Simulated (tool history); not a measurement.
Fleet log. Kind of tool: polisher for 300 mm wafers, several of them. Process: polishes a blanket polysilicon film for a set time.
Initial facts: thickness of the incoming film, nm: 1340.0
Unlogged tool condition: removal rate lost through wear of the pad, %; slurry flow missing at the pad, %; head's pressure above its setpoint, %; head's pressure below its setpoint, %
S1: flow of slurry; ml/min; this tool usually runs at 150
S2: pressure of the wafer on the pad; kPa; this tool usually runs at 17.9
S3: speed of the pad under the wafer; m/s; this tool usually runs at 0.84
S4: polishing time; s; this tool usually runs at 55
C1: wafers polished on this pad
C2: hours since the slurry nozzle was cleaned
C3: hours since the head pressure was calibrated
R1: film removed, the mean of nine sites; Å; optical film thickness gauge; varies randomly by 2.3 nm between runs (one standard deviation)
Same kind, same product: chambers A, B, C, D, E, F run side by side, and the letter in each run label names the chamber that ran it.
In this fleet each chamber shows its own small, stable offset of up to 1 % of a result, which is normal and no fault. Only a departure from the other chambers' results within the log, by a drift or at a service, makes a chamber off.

Run 1F, hour 11.9: usual settings; C1 878; C2 29.3; C3 1326.4. Result: R1 2941.1 Å.
Run 2C, hour 18.0: usual settings; C1 816; C2 516.7; C3 881.5. Result: R1 2921.6 Å.
At hour 22.0: chamber A: worn pad replaced by a new one.
Run 3D, hour 24.5: usual settings; C1 942; C2 434.6; C3 1043.6. Result: R1 2893.9 Å.
At hour 25.0: chamber F: worn pad replaced by a new one.
At hour 27.4: chamber C: worn pad replaced by a new one.
At hour 29.8: chamber E: slurry nozzle cleaned.
Run 4B, hour 30.8: usual settings; C1 589; C2 111.0; C3 292.0. Result: R1 2897.1 Å.
At hour 33.1: chamber F: head pressure recalibrated.
Run 5E, hour 41.7: usual settings but S4 45 s; C1 1109; C2 11.9; C3 157.8. Result: R1 2400.6 Å.
At hour 44.7: chamber A: slurry nozzle cleaned.
Run 6A, hour 47.2: usual settings but S4 45 s; C1 387; C2 2.5; C3 162.1. Result: R1 2414.9 Å.
At hour 50.6: chamber E: worn pad replaced by a new one.
At hour 55.2: chamber D: worn pad replaced by a new one.
Run 7E, hour 55.8: usual settings but S4 45 s; C1 80; C2 26.0; C3 171.9. Result: R1 2389.2 Å.
Run 8A, hour 63.9: usual settings but S4 45 s; C1 642; C2 19.2; C3 178.8. Result: R1 2410.6 Å.
Run 9B, hour 69.2: usual settings but S4 45 s; C1 1176; C2 149.4; C3 330.4. Result: R1 2408.0 Å.
Run 10F, hour 77.0: usual settings but S4 45 s; C1 796; C2 94.4; C3 44.0. Result: R1 2392.1 Å.
Run 11C, hour 84.3: usual settings; C1 871; C2 583.0; C3 947.8. Result: R1 2859.8 Å.
At hour 88.5: chamber B: worn pad replaced by a new one.
At hour 91.3: chamber A: worn pad replaced by a new one.
Run 12D, hour 93.7: usual settings; C1 590; C2 503.8; C3 1112.8. Result: R1 2942.5 Å.
At hour 99.9: chamber C: worn pad replaced by a new one.
At hour 99.9: chamber F: worn pad replaced by a new one.
Run 13C, hour 103.2: usual settings; C1 52; C2 601.9; C3 966.7. Result: R1 2896.8 Å.
Run 14B, hour 114.5: usual settings; C1 398; C2 194.7; C3 375.7. Result: R1 2941.4 Å.
At hour 116.5: chamber D: head pressure recalibrated.
Run 15A, hour 120.0: usual settings; C1 440; C2 75.3; C3 234.9. Result: R1 2927.9 Å.
Run 16D, hour 125.9: usual settings; C1 1083; C2 536.0; C3 9.4. Result: R1 2927.7 Å.
At hour 129.2: chamber E: worn pad replaced by a new one.
Run 17F, hour 135.9: usual settings; C1 552; C2 153.3; C3 102.9. Result: R1 2938.7 Å.
At hour 141.7: chamber D: worn pad replaced by a new one.
Run 18E, hour 146.2: usual settings but S4 38 s; C1 261; C2 116.4; C3 262.3. Result: R1 2033.9 Å.
Run 19D, hour 154.9: usual settings but S4 38 s; C1 202; C2 565.0; C3 38.4. Result: R1 1994.6 Å.
At hour 160.1: chamber A: worn pad replaced by a new one.
Run 20C, hour 161.4: usual settings but S4 38 s; C1 943; C2 660.1; C3 1024.9. Result: R1 2013.4 Å.
At hour 162.1: chamber C: worn pad replaced by a new one.
Run 21B, hour 166.8: usual settings but S4 38 s; C1 1199; C2 247.0; C3 428.0. Result: R1 2013.7 Å.
At hour 172.5: chamber B: worn pad replaced by a new one.
Run 22A, hour 174.8: usual settings but S4 38 s; C1 225; C2 130.1; C3 289.7. Result: R1 2036.4 Å.
Run 23F, hour 179.9: usual settings but S4 38 s; C1 1225; C2 197.3; C3 146.9. Result: R1 2003.9 Å.
At hour 180.6: chamber F: worn pad replaced by a new one.
Run 24E, hour 188.6: usual settings; C1 910; C2 158.8; C3 304.7. Result: R1 2916.2 Å.
Run 25D, hour 195.2: usual settings; C1 819; C2 605.3; C3 78.7. Result: R1 2910.1 Å.
At hour 199.3: chamber B: head pressure recalibrated.
Run 26A, hour 204.4: usual settings; C1 678; C2 159.7; C3 319.3. Result: R1 2938.3 Å.
At hour 211.8: chamber B: slurry nozzle cleaned.
At hour 213.9: chamber C: head pressure recalibrated.
Run 27F, hour 216.1: usual settings; C1 543; C2 233.5; C3 183.1. Result: R1 2930.4 Å.
At hour 225.6: chamber E: worn pad replaced by a new one.
Run 28B, hour 226.3: usual settings but S1 195 ml/min, S2 12.4 kPa; C1 825; C2 14.6; C3 27.0. Result: R1 2136.1 Å.
At hour 227.4: chamber C: worn pad replaced by a new one.
At hour 231.9: chamber A: worn pad replaced by a new one.
Run 29E, hour 235.8: usual settings but S1 195 ml/min, S2 12.4 kPa; C1 156; C2 206.0; C3 351.9. Result: R1 2070.0 Å.
At hour 243.3: chamber D: worn pad replaced by a new one.
Run 30C, hour 245.5: usual settings but S1 195 ml/min, S2 12.4 kPa; C1 277; C2 744.2; C3 31.7. Result: R1 2091.0 Å.
Run 31F, hour 251.3: usual settings but S1 195 ml/min, S2 12.4 kPa; C1 1082; C2 268.7; C3 218.3. Result: R1 2112.8 Å.
At hour 256.9: chamber B: worn pad replaced by a new one.
Run 32A, hour 258.6: usual settings but S1 195 ml/min, S2 12.4 kPa; C1 409; C2 213.9; C3 373.5. Result: R1 2098.9 Å.
At hour 265.9: chamber F: worn pad replaced by a new one.
Run 33E, hour 267.3: usual settings but S1 195 ml/min, S2 12.4 kPa; C1 638; C2 237.5; C3 383.4. Result: R1 2091.0 Å.
Run 34C, hour 273.3: usual settings but S3 0.60 m/s, S4 70 s; C1 703; C2 772.0; C3 59.5. Result: R1 2674.1 Å.
Run 35D, hour 282.2: usual settings but S3 0.60 m/s, S4 70 s; C1 596; C2 692.3; C3 165.7. Result: R1 2650.9 Å.
Run 36B, hour 288.3: usual settings but S3 0.60 m/s, S4 70 s; C1 482; C2 76.6; C3 89.0. Result: R1 2689.0 Å.
At hour 291.3: chamber E: slurry nozzle cleaned.
Run 37F, hour 295.4: usual settings but S3 0.60 m/s, S4 70 s; C1 452; C2 312.8; C3 262.4. Result: R1 2644.3 Å.
At hour 302.5: chamber C: worn pad replaced by a new one.
At hour 305.2: chamber A: worn pad replaced by a new one.
Run 38C, hour 306.5: usual settings but S3 0.60 m/s, S4 70 s; C1 62; C2 805.2; C3 92.7. Result: R1 2619.1 Å.
Run 39E, hour 313.2: usual settings but S3 0.60 m/s, S4 70 s; C1 1341; C2 21.9; C3 429.3. Result: R1 2631.7 Å.
Run 40B, hour 322.5: usual settings; C1 1005; C2 110.8; C3 123.2. Result: R1 2897.3 Å.
Run 41A, hour 332.9: usual settings but S4 69 s; C1 424; C2 288.2; C3 447.8. Result: R1 3658.8 Å.
At hour 338.9: chamber B: worn pad replaced by a new one.
Run 42D, hour 339.8: usual settings but S4 69 s; C1 1477; C2 749.9; C3 223.3. Result: R1 3656.1 Å.
Run 43B, hour 350.2: usual settings but S4 69 s; C1 173; C2 138.5; C3 150.9. Result: R1 3618.4 Å.

Which is it: a chamber that has drifted or been left off by a service, a gauge drift common to all chambers, or only each chamber's usual small offset? If a chamber is off, name it and its likeliest cause.

No chamber is off and the gauge is stable; the differences are just each chamber's small, constant offset.
